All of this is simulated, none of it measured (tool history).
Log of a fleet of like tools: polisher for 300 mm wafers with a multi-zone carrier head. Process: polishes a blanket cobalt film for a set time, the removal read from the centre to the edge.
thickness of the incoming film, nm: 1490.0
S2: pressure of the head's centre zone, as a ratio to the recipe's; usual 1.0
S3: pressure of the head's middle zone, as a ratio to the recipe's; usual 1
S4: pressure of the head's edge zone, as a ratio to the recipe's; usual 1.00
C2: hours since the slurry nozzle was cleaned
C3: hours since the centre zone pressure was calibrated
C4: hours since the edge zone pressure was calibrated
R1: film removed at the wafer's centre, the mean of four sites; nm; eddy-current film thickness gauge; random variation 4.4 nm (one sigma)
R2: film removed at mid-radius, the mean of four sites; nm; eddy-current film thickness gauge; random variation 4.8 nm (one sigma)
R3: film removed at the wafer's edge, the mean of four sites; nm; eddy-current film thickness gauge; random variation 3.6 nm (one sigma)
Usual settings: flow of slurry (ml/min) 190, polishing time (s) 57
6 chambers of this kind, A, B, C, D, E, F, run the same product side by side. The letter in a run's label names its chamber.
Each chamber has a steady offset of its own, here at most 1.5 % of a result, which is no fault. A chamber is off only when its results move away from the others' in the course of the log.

Run 1F, day 0.192: usual settings; wafers polished on this pad 798; C2 156.1; C3 1182.2; C4 932.0. Result: R1 320.59 nm, R2 316.32 nm, R3 314.32 nm.
Run 2C, day 0.358: usual settings; wafers polished on this pad 105; C2 342.5; C3 354.5; C4 442.7. Result: R1 313.90 nm, R2 317.69 nm, R3 320.69 nm.
Run 3E, day 0.567: usual settings; wafers polished on this pad 404; C2 214.9; C3 1060.9; C4 119.7. Result: R1 325.08 nm, R2 322.53 nm, R3 317.43 nm.
Run 4B, day 0.717: usual settings; wafers polished on this pad 454; C2 374.8; C3 246.6; C4 69.3. Result: R1 310.51 nm, R2 320.59 nm, R3 320.28 nm.
Run 5A, day 0.879: usual settings; wafers polished on this pad 733; C2 136.2; C3 281.8; C4 544.4. Result: R1 313.49 nm, R2 313.97 nm, R3 323.33 nm.
Run 6D, day 1.117: usual settings; wafers polished on this pad 1091; C2 486.9; C3 469.3; C4 92.0. Result: R1 323.76 nm, R2 313.41 nm, R3 317.71 nm.
Run 7C, day 1.296: usual settings; wafers polished on this pad 255; C2 365.0; C3 377.0; C4 465.2. Result: R1 320.24 nm, R2 327.90 nm, R3 318.44 nm.
Run 8F, day 1.567: usual settings but flow of slurry (ml/min) 220, polishing time (s) 69; wafers polished on this pad 1018; C2 189.1; C3 1215.2; C4 965.0. Result: R1 407.32 nm, R2 407.28 nm, R3 385.67 nm.
At day 1.779: chamber B: worn pad replaced by a new one.
Run 9E, day 1.829: usual settings but flow of slurry (ml/min) 220, polishing time (s) 69; wafers polished on this pad 605; C2 245.2; C3 1091.2; C4 150.0. Result: R1 411.82 nm, R2 407.59 nm, R3 394.44 nm.
At day 1.983: chamber E: worn pad replaced by a new one.
Run 10A, day 2.079: usual settings but flow of slurry (ml/min) 220, polishing time (s) 69; wafers polished on this pad 925; C2 165.0; C3 310.6; C4 573.2. Result: R1 393.74 nm, R2 396.42 nm, R3 403.66 nm.
At day 2.233: chamber F: slurry nozzle cleaned.
Run 11B, day 2.329: usual settings but flow of slurry (ml/min) 220, polishing time (s) 69; wafers polished on this pad 88; C2 413.5; C3 285.3; C4 108.0. Result: R1 393.80 nm, R2 400.28 nm, R3 393.47 nm.
Run 12D, day 2.508: usual settings but flow of slurry (ml/min) 220, polishing time (s) 69; wafers polished on this pad 1314; C2 520.3; C3 502.7; C4 125.4. Result: R1 395.00 nm, R2 396.12 nm, R3 392.91 nm.
At day 2.621: chamber E: centre zone pressure recalibrated.
Run 13E, day 2.700: usual settings but flow of slurry (ml/min) 220, polishing time (s) 69; wafers polished on this pad 114; C2 266.1; C3 1.9; C4 170.9. Result: R1 405.81 nm, R2 386.76 nm, R3 383.20 nm.
Run 14D, day 2.900: usual settings; wafers polished on this pad 1376; C2 529.7; C3 512.1; C4 134.8. Result: R1 313.87 nm, R2 317.33 nm, R3 316.63 nm.
At day 2.975: chamber B: slurry nozzle cleaned.
Run 15F, day 3.112: usual settings; wafers polished on this pad 1265; C2 21.2; C3 1252.3; C4 1002.1. Result: R1 312.15 nm, R2 321.63 nm, R3 319.83 nm.
At day 3.183: chamber A: worn pad replaced by a new one.
Run 16C, day 3.267: usual settings; wafers polished on this pad 570; C2 412.3; C3 424.3; C4 512.5. Result: R1 326.41 nm, R2 320.33 nm, R3 312.76 nm.
Run 17A, day 3.425: usual settings; wafers polished on this pad 39; C2 197.3; C3 342.9; C4 605.5. Result: R1 324.59 nm, R2 322.41 nm, R3 319.23 nm.
Run 18B, day 3.579: usual settings; wafers polished on this pad 288; C2 14.5; C3 315.3; C4 138.0. Result: R1 316.21 nm, R2 321.68 nm, R3 322.83 nm.
Run 19B, day 3.758: usual settings; wafers polished on this pad 316; C2 18.8; C3 319.6; C4 142.3. Result: R1 319.85 nm, R2 329.75 nm, R3 320.78 nm.
At day 3.788: chamber F: worn pad replaced by a new one.
Run 20C, day 3.996: usual settings; wafers polished on this pad 687; C2 429.8; C3 441.8; C4 530.0. Result: R1 317.91 nm, R2 317.72 nm, R3 315.91 nm.
At day 4.000: chamber C: worn pad replaced by a new one.
At day 4.017: chamber D: worn pad replaced by a new one.
At day 4.046: chamber F: centre zone pressure recalibrated.
Run 21F, day 4.221: usual settings; wafers polished on this pad 69; C2 47.8; C3 4.2; C4 1028.7. Result: R1 325.55 nm, R2 321.46 nm, R3 314.35 nm.
At day 4.254: chamber A: slurry nozzle cleaned.
Run 22E, day 4.412: usual settings; wafers polished on this pad 388; C2 307.2; C3 43.0; C4 212.0. Result: R1 324.31 nm, R2 320.33 nm, R3 318.00 nm.
Run 23D, day 4.629: usual settings; wafers polished on this pad 97; C2 571.2; C3 553.6; C4 176.3. Result: R1 316.76 nm, R2 316.63 nm, R3 309.84 nm.
At day 4.675: chamber B: centre zone pressure recalibrated.
Run 24A, day 4.854: usual settings; wafers polished on this pad 267; C2 14.4; C3 377.2; C4 639.8. Result: R1 320.69 nm, R2 319.96 nm, R3 325.44 nm.
Run 25A, day 5.117: usual settings; wafers polished on this pad 309; C2 20.7; C3 383.5; C4 646.1. Result: R1 320.54 nm, R2 323.83 nm, R3 312.87 nm.
At day 5.138: chamber E: worn pad replaced by a new one.
At day 5.250: chamber B: worn pad replaced by a new one.
Run 26B, day 5.388: usual settings; wafers polished on this pad 22; C2 57.9; C3 17.2; C4 181.4. Result: R1 317.16 nm, R2 315.51 nm, R3 322.59 nm.
Run 27D, day 5.542: usual settings; wafers polished on this pad 243; C2 593.1; C3 575.5; C4 198.2. Result: R1 316.32 nm, R2 309.78 nm, R3 317.19 nm.
Run 28C, day 5.788: usual settings but S2 1.1, S4 0.90; wafers polished on this pad 285; C2 472.8; C3 484.8; C4 573.0. Result: R1 354.80 nm, R2 318.87 nm, R3 295.54 nm.
Run 29E, day 5.938: usual settings but S2 1.1, S4 0.90; wafers polished on this pad 128; C2 343.8; C3 79.6; C4 248.6. Result: R1 350.72 nm, R2 319.89 nm, R3 299.54 nm.
Run 30F, day 6.129: usual settings but S2 1.1, S4 0.90; wafers polished on this pad 374; C2 93.6; C3 50.0; C4 1074.5. Result: R1 361.00 nm, R2 316.93 nm, R3 301.93 nm.
Run 31F, day 6.412: usual settings but S2 1.1, S4 0.90; wafers polished on this pad 419; C2 100.4; C3 56.8; C4 1081.3. Result: R1 359.83 nm, R2 323.41 nm, R3 299.06 nm.
Run 32D, day 6.629: usual settings but S2 1.1, S4 0.90; wafers polished on this pad 417; C2 619.2; C3 601.6; C4 224.3. Result: R1 347.20 nm, R2 306.45 nm, R3 298.48 nm.
Run 33A, day 6.888: usual settings but S2 1.1, S4 0.90; wafers polished on this pad 592; C2 63.2; C3 426.0; C4 688.6. Result: R1 345.57 nm, R2 316.11 nm, R3 308.68 nm.
Run 34E, day 7.146: usual settings; wafers polished on this pad 321; C2 372.8; C3 108.6; C4 277.6. Result: R1 318.55 nm, R2 325.12 nm, R3 326.37 nm.
Run 35B, day 7.388: usual settings; wafers polished on this pad 341; C2 105.9; C3 65.2; C4 229.4. Result: R1 327.33 nm, R2 317.15 nm, R3 324.19 nm.
Run 36C, day 7.646: usual settings; wafers polished on this pad 582; C2 517.4; C3 529.4; C4 617.6. Result: R1 327.08 nm, R2 320.38 nm, R3 315.99 nm.
Run 37C, day 7.792: usual settings; wafers polished on this pad 605; C2 520.9; C3 532.9; C4 621.1. Result: R1 326.71 nm, R2 318.43 nm, R3 317.61 nm.
Run 38E, day 8.017: usual settings; wafers polished on this pad 460; C2 393.7; C3 129.5; C4 298.5. Result: R1 320.64 nm, R2 317.55 nm, R3 322.97 nm.
Run 39A, day 8.167: usual settings; wafers polished on this pad 796; C2 93.9; C3 456.7; C4 719.3. Result: R1 318.04 nm, R2 324.11 nm, R3 324.03 nm.
Run 40B, day 8.421: usual settings; wafers polished on this pad 506; C2 130.7; C3 90.0; C4 254.2. Result: R1 326.10 nm, R2 313.45 nm, R3 317.52 nm.
Run 41D, day 8.617: usual settings; wafers polished on this pad 735; C2 666.9; C3 649.3; C4 272.0. Result: R1 299.64 nm, R2 301.50 nm, R3 301.61 nm.
Run 42F, day 8.892: usual settings; wafers polished on this pad 815; C2 159.9; C3 116.3; C4 1140.8. Result: R1 307.52 nm, R2 314.29 nm, R3 319.35 nm.

Next, every chamber runs the same settings. What will each give?
Run 43A, day 9.096: usual settings but S4 1.08. Result: R1 ?, R2 ?, R3 ?.
Run 43B, day 9.096: usual settings but S4 1.08. Result: R1 ?, R2 ?, R3 ?.
Run 43C, day 9.096: usual settings but S4 1.08. Result: R1 ?, R2 ?, R3 ?.
Run 43D, day 9.096: usual settings but S4 1.08. Result: R1 ?, R2 ?, R3 ?.
Run 43E, day 9.096: usual settings but S4 1.08. Result: R1 ?, R2 ?, R3 ?.
Run 43F, day 9.096: usual settings but S4 1.08. Result: R1 ?, R2 ?, R3 ?.

run      R1      R2      R3
43A  314.79  321.85  335.91
43B  320.21  322.20  331.38
43C  325.90  318.91  330.48
43D  298.07  306.14  314.47
43E  317.47  325.35  338.41
43F  319.95  319.47  331.83

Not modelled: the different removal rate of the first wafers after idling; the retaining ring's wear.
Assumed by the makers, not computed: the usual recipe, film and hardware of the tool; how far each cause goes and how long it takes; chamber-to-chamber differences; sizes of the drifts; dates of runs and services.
